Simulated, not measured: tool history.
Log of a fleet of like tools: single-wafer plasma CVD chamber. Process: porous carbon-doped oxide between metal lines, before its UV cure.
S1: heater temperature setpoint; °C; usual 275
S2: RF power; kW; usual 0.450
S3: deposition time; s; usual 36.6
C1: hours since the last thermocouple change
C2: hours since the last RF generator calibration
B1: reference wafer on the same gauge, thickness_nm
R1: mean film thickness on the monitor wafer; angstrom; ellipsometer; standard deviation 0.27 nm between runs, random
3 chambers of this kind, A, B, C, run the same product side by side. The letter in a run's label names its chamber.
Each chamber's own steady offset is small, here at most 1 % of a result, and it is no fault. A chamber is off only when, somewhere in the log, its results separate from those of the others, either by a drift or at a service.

Run 1C, hour 10.1: usual settings; C1 2154.4; C2 576.9; B1 199.08. Result: R1 2122.1 angstrom.
Run 2A, hour 22.8: usual settings; C1 695.6; C2 812.1; B1 199.07. Result: R1 2140.9 angstrom.
Run 3B, hour 33.7: usual settings; C1 1657.1; C2 553.3; B1 199.03. Result: R1 2149.7 angstrom.
Run 4B, hour 47.9: usual settings; C1 1671.3; C2 567.5; B1 199.07. Result: R1 2156.2 angstrom.
Run 5C, hour 61.2: usual settings; C1 2205.5; C2 628.0; B1 199.18. Result: R1 2123.9 angstrom.
Run 6A, hour 70.8: usual settings; C1 743.6; C2 860.1; B1 199.18. Result: R1 2140.0 angstrom.
Run 7A, hour 80.3: usual settings; C1 753.1; C2 869.6; B1 199.22. Result: R1 2141.8 angstrom.
Run 8B, hour 89.8: usual settings; C1 1713.2; C2 609.4; B1 199.20. Result: R1 2158.3 angstrom.
Run 9C, hour 96.6: usual settings but S3 39.1 s; C1 2240.9; C2 663.4; B1 199.22. Result: R1 2264.7 angstrom.
Run 10B, hour 105.8: usual settings but S3 39.1 s; C1 1729.2; C2 625.4; B1 199.29. Result: R1 2297.7 angstrom.
At hour 111.6: chamber C: thermocouple changed; heater temperature recalibrated.
Run 11C, hour 117.6: usual settings but S3 39.1 s; C1 6.0; C2 684.4; B1 199.30. Result: R1 2261.5 angstrom.
Run 12A, hour 124.6: usual settings; C1 797.4; C2 913.9; B1 199.36. Result: R1 2137.7 angstrom.
Run 13A, hour 132.4: usual settings; C1 805.2; C2 921.7; B1 199.37. Result: R1 2139.3 angstrom.
Run 14B, hour 142.2: usual settings; C1 1765.6; C2 661.8; B1 199.40. Result: R1 2154.3 angstrom.
Run 15C, hour 156.2: usual settings; C1 44.6; C2 723.0; B1 199.47. Result: R1 2125.7 angstrom.
Run 16C, hour 163.7: usual settings; C1 52.1; C2 730.5; B1 199.45. Result: R1 2124.7 angstrom.
Run 17A, hour 171.3: usual settings; C1 844.1; C2 960.6; B1 199.49. Result: R1 2140.0 angstrom.
Run 18B, hour 182.1: usual settings; C1 1805.5; C2 701.7; B1 199.46. Result: R1 2153.6 angstrom.
Run 19A, hour 193.3: usual settings; C1 866.1; C2 982.6; B1 199.50. Result: R1 2144.4 angstrom.
Run 20C, hour 204.1: usual settings; C1 92.5; C2 770.9; B1 199.50. Result: R1 2125.4 angstrom.
Run 21B, hour 211.7: usual settings; C1 1835.1; C2 731.3; B1 199.53. Result: R1 2160.8 angstrom.
Run 22A, hour 220.0: usual settings; C1 892.8; C2 1009.3; B1 199.55. Result: R1 2140.6 angstrom.
Run 23B, hour 233.8: usual settings; C1 1857.2; C2 753.4; B1 199.63. Result: R1 2159.1 angstrom.
Run 24C, hour 244.8: usual settings; C1 133.2; C2 811.6; B1 199.65. Result: R1 2125.0 angstrom.
Run 25A, hour 257.0: usual settings; C1 929.8; C2 1046.3; B1 199.61. Result: R1 2139.3 angstrom.
Run 26C, hour 268.3: usual settings; C1 156.7; C2 835.1; B1 199.69. Result: R1 2127.4 angstrom.
Run 27B, hour 278.5: usual settings; C1 1901.9; C2 798.1; B1 199.68. Result: R1 2160.5 angstrom.
Run 28C, hour 285.8: usual settings but S1 267 °C; C1 174.2; C2 852.6; B1 199.75. Result: R1 2248.3 angstrom.
Run 29A, hour 293.1: usual settings but S1 267 °C; C1 965.9; C2 1082.4; B1 199.74. Result: R1 2255.6 angstrom.
Run 30B, hour 303.6: usual settings but S1 267 °C; C1 1927.0; C2 823.2; B1 199.71. Result: R1 2277.3 angstrom.
Run 31B, hour 316.8: usual settings; C1 1940.2; C2 836.4; B1 199.76. Result: R1 2161.4 angstrom.
Run 32C, hour 325.1: usual settings; C1 213.5; C2 891.9; B1 199.80. Result: R1 2126.9 angstrom.
Run 33A, hour 337.4: usual settings; C1 1010.2; C2 1126.7; B1 199.83. Result: R1 2143.0 angstrom.
Run 34B, hour 344.8: usual settings; C1 1968.2; C2 864.4; B1 199.81. Result: R1 2161.0 angstrom.
Run 35C, hour 355.7: usual settings; C1 244.1; C2 922.5; B1 199.89. Result: R1 2125.8 angstrom.
Run 36A, hour 369.9: usual settings; C1 1042.7; C2 1159.2; B1 199.94. Result: R1 2147.4 angstrom.
At hour 371.2: chamber A: RF generator calibrated.
Run 37B, hour 384.0: usual settings; C1 2007.4; C2 903.6; B1 199.92. Result: R1 2163.8 angstrom.
Run 38A, hour 390.3: usual settings; C1 1063.1; C2 19.2; B1 199.97. Result: R1 2144.7 angstrom.
Run 39C, hour 398.6: usual settings; C1 287.0; C2 965.4; B1 200.03. Result: R1 2131.1 angstrom.

What goes on in this fleet: one chamber off, a drifting gauge, or nothing beyond the chambers' own small offsets? Name the chamber and the cause, if any.

It is the gauge, not a chamber: its drift shows up in every chamber's results at once, and no chamber is off.
What lies behind it: gauge reads high (%) = 0.516.

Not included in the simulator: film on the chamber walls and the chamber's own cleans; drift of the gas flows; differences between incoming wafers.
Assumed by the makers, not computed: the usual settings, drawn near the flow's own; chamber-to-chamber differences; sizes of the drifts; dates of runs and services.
